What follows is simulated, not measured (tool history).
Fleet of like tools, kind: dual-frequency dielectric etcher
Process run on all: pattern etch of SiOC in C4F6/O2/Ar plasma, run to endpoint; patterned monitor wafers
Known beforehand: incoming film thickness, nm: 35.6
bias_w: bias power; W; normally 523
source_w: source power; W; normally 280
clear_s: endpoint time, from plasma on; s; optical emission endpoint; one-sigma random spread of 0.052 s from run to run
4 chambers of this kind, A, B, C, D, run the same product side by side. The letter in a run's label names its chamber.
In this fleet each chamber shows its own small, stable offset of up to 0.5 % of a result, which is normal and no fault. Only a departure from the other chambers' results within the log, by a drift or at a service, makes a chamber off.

| run | day | bias_w | source_w | clear_s |
|---|---|---|---|---|
| 1B | 0.238 | 523 | 280 | 13.465 |
| 2A | 0.483 | 523 | 280 | 13.545 |
| 3C | 0.879 | 523 | 280 | 13.436 |
|  | 0.917 | chamber D: source power generator calibrated |
|  | 0.942 | chamber B: wet clean of the chamber |
| 4D | 1.279 | 523 | 280 | 13.575 |
|  | 1.542 | chamber A: wet clean of the chamber |
| 5B | 1.7 | 523 | 280 | 13.451 |
| 6D | 2.138 | 523 | 280 | 13.452 |
| 7A | 2.458 | 523 | 310 | 12.875 |
| 8C | 2.779 | 523 | 310 | 12.985 |
| 9A | 3.092 | 523 | 310 | 13.014 |
| 10B | 3.504 | 523 | 310 | 12.944 |
| 11C | 3.725 | 523 | 280 | 13.486 |
| 12D | 3.95 | 523 | 280 | 13.525 |
| 13D | 4.175 | 418 | 240 | 15.543 |
| 14A | 4.575 | 418 | 240 | 15.517 |
| 15C | 4.862 | 418 | 240 | 15.494 |
| 16B | 5.15 | 418 | 240 | 15.464 |
| 17A | 5.458 | 523 | 280 | 13.384 |
| 18D | 5.758 | 523 | 280 | 13.336 |
| 19B | 6.15 | 523 | 260 | 13.884 |
| 20C | 6.55 | 523 | 260 | 13.8 |
| 21A | 6.85 | 523 | 260 | 13.816 |
| 22D | 7.092 | 523 | 260 | 13.683 |
|  | 7.425 | chamber B: bias power generator calibrated |
| 23B | 7.525 | 523 | 280 | 13.453 |
| 24C | 7.833 | 523 | 280 | 13.485 |
| 25A | 8.196 | 523 | 280 | 13.407 |
| 26D | 8.45 | 523 | 280 | 13.222 |
| 27C | 8.812 | 523 | 280 | 13.403 |

Does one chamber stand apart from the rest, does the shared gauge drift, or is all well apart from small per-chamber offsets? Give the chamber and the most likely cause, where there is one.

It is chamber D that slowly wanders off from its peers.
Most likely cause: etch rate over this chamber's usual, % = 2.19.
It could be hard to tell apart here from: bias power that arrives over what is set, %; source power that arrives over what is set, %.

Below are 4 candidate recipes for chamber D's next run, each the usual settings with a change, their results shown as question marks. Which of them brings D's results back in line with what the other chambers give on the usual settings?
Counts as in line when no further than this from what the other chambers average on the usual settings: clear_s 0.18 s
| 28D-1 | 9.125 | 523 | 300 | ? |
| 28D-2 | 9.125 | 523 | 250 | ? |
| 28D-3 | 9.125 | 508 | 270 | ? |
| 28D-4 | 9.125 | 555 | 300 | ? |

The other chambers' mean on the usual settings: clear_s 13.445 s
| run | clear_s |
|---|---|
| 28D-1 | 12.831 |
| 28D-2 | 13.731 |
| 28D-3 | 13.495 |
| 28D-4 | 12.539 |
28D-3 puts the chamber back in line with the other chambers.
